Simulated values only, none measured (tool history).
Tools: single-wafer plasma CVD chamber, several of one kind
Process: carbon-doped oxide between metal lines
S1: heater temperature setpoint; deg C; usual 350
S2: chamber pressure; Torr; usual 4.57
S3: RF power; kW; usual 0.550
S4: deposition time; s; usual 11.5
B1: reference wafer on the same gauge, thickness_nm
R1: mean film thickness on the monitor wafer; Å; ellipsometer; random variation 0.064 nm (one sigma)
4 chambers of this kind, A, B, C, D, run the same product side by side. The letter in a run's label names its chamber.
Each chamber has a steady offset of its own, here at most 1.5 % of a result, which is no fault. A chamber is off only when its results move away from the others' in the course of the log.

{"run": "1D", "hour": 9.0, "S1": 350, "S2": 4.57, "S3": 0.55, "S4": 11.5, "B1": 52.703, "R1": 627.49}
{"run": "2A", "hour": 21.7, "S1": 350, "S2": 4.57, "S3": 0.55, "S4": 11.5, "B1": 52.671, "R1": 626.2}
{"run": "3B", "hour": 34.8, "S1": 350, "S2": 4.57, "S3": 0.55, "S4": 11.5, "B1": 52.668, "R1": 616.77}
{"run": "4C", "hour": 43.7, "S1": 350, "S2": 4.57, "S3": 0.55, "S4": 11.5, "B1": 52.671, "R1": 625.08}
{"run": "5D", "hour": 51.2, "S1": 350, "S2": 4.57, "S3": 0.55, "S4": 11.5, "B1": 52.666, "R1": 627.12}
{"run": "6A", "hour": 61.9, "S1": 350, "S2": 4.57, "S3": 0.55, "S4": 11.5, "B1": 52.654, "R1": 625.03}
{"run": "7C", "hour": 70.9, "S1": 350, "S2": 4.57, "S3": 0.55, "S4": 11.5, "B1": 52.652, "R1": 624.41}
{"run": "8B", "hour": 81.5, "S1": 350, "S2": 4.57, "S3": 0.55, "S4": 11.5, "B1": 52.655, "R1": 616.66}
{"run": "9D", "hour": 93.5, "S1": 350, "S2": 4.57, "S3": 0.55, "S4": 11.5, "B1": 52.635, "R1": 626.63}
{"hour": 105.7, "done": "chamber C: RF generator calibrated"}
{"run": "10A", "hour": 106.8, "S1": 350, "S2": 4.57, "S3": 0.605, "S4": 11.5, "B1": 52.629, "R1": 661.36}
{"run": "11C", "hour": 113.7, "S1": 350, "S2": 4.57, "S3": 0.605, "S4": 11.5, "B1": 52.629, "R1": 662.94}
{"run": "12B", "hour": 123.7, "S1": 350, "S2": 4.57, "S3": 0.605, "S4": 11.5, "B1": 52.622, "R1": 652.49}
{"run": "13C", "hour": 136.3, "S1": 350, "S2": 4.57, "S3": 0.605, "S4": 11.5, "B1": 52.612, "R1": 661.99}
{"run": "14A", "hour": 143.2, "S1": 350, "S2": 5.59, "S3": 0.55, "S4": 11.5, "B1": 52.609, "R1": 642.04}
{"run": "15D", "hour": 153.9, "S1": 350, "S2": 5.59, "S3": 0.55, "S4": 11.5, "B1": 52.597, "R1": 644.08}
{"run": "16B", "hour": 165.3, "S1": 350, "S2": 5.59, "S3": 0.55, "S4": 11.5, "B1": 52.595, "R1": 633.7}
{"run": "17D", "hour": 178.4, "S1": 350, "S2": 5.59, "S3": 0.55, "S4": 11.5, "B1": 52.582, "R1": 642.99}
{"run": "18A", "hour": 184.7, "S1": 350, "S2": 4.57, "S3": 0.55, "S4": 11.5, "B1": 52.597, "R1": 623.54}
{"run": "19B", "hour": 193.2, "S1": 350, "S2": 4.57, "S3": 0.55, "S4": 11.5, "B1": 52.575, "R1": 616.16}
{"run": "20C", "hour": 206.3, "S1": 350, "S2": 4.57, "S3": 0.55, "S4": 11.5, "B1": 52.56, "R1": 624.58}
{"run": "21B", "hour": 213.6, "S1": 350, "S2": 4.57, "S3": 0.55, "S4": 11.5, "B1": 52.552, "R1": 615.39}
{"hour": 213.7, "done": "chamber D: RF generator calibrated"}
{"run": "22D", "hour": 221.7, "S1": 350, "S2": 4.57, "S3": 0.55, "S4": 11.5, "B1": 52.554, "R1": 624.92}
{"run": "23A", "hour": 229.0, "S1": 350, "S2": 4.57, "S3": 0.55, "S4": 11.5, "B1": 52.552, "R1": 623.65}
{"run": "24C", "hour": 237.0, "S1": 350, "S2": 4.57, "S3": 0.55, "S4": 11.5, "B1": 52.555, "R1": 624.33}
{"hour": 240.5, "done": "chamber B: RF generator calibrated"}
{"hour": 243.2, "done": "chamber A: capacitance manometer re-zeroed and calibrated"}
{"run": "25C", "hour": 243.2, "S1": 350, "S2": 4.57, "S3": 0.55, "S4": 11.5, "B1": 52.539, "R1": 623.87}
{"run": "26B", "hour": 251.0, "S1": 350, "S2": 4.57, "S3": 0.55, "S4": 11.5, "B1": 52.531, "R1": 616.27}
{"hour": 254.5, "done": "chamber B: capacitance manometer re-zeroed and calibrated"}
{"run": "27D", "hour": 259.0, "S1": 350, "S2": 4.57, "S3": 0.55, "S4": 11.5, "B1": 52.534, "R1": 625.5}
{"run": "28A", "hour": 269.5, "S1": 350, "S2": 4.57, "S3": 0.55, "S4": 11.5, "B1": 52.532, "R1": 622.77}
{"run": "29A", "hour": 281.4, "S1": 350, "S2": 4.57, "S3": 0.55, "S4": 11.5, "B1": 52.522, "R1": 623.18}
{"run": "30C", "hour": 289.0, "S1": 350, "S2": 4.0, "S3": 0.55, "S4": 11.5, "B1": 52.517, "R1": 612.94}
{"run": "31B", "hour": 301.4, "S1": 350, "S2": 4.0, "S3": 0.55, "S4": 11.5, "B1": 52.51, "R1": 603.54}
{"run": "32D", "hour": 312.1, "S1": 350, "S2": 4.0, "S3": 0.55, "S4": 11.5, "B1": 52.508, "R1": 614.39}
{"run": "33C", "hour": 321.2, "S1": 350, "S2": 4.0, "S3": 0.55, "S4": 11.5, "B1": 52.486, "R1": 611.68}
{"run": "34D", "hour": 333.9, "S1": 350, "S2": 4.57, "S3": 0.55, "S4": 11.5, "B1": 52.475, "R1": 625.21}

All 4 chambers run these settings next. Forecast each chamber's results:
{"run": "35A", "hour": 343.5, "S1": 350, "S2": 4.57, "S3": 0.645, "S4": 11.5, "R1": "?"}
{"run": "35B", "hour": 343.5, "S1": 350, "S2": 4.57, "S3": 0.645, "S4": 11.5, "R1": "?"}
{"run": "35C", "hour": 343.5, "S1": 350, "S2": 4.57, "S3": 0.645, "S4": 11.5, "R1": "?"}
{"run": "35D", "hour": 343.5, "S1": 350, "S2": 4.57, "S3": 0.645, "S4": 11.5, "R1": "?"}

run=35A R1=686.12
run=35B R1=676.43
run=35C R1=687.18
run=35D R1=688.05

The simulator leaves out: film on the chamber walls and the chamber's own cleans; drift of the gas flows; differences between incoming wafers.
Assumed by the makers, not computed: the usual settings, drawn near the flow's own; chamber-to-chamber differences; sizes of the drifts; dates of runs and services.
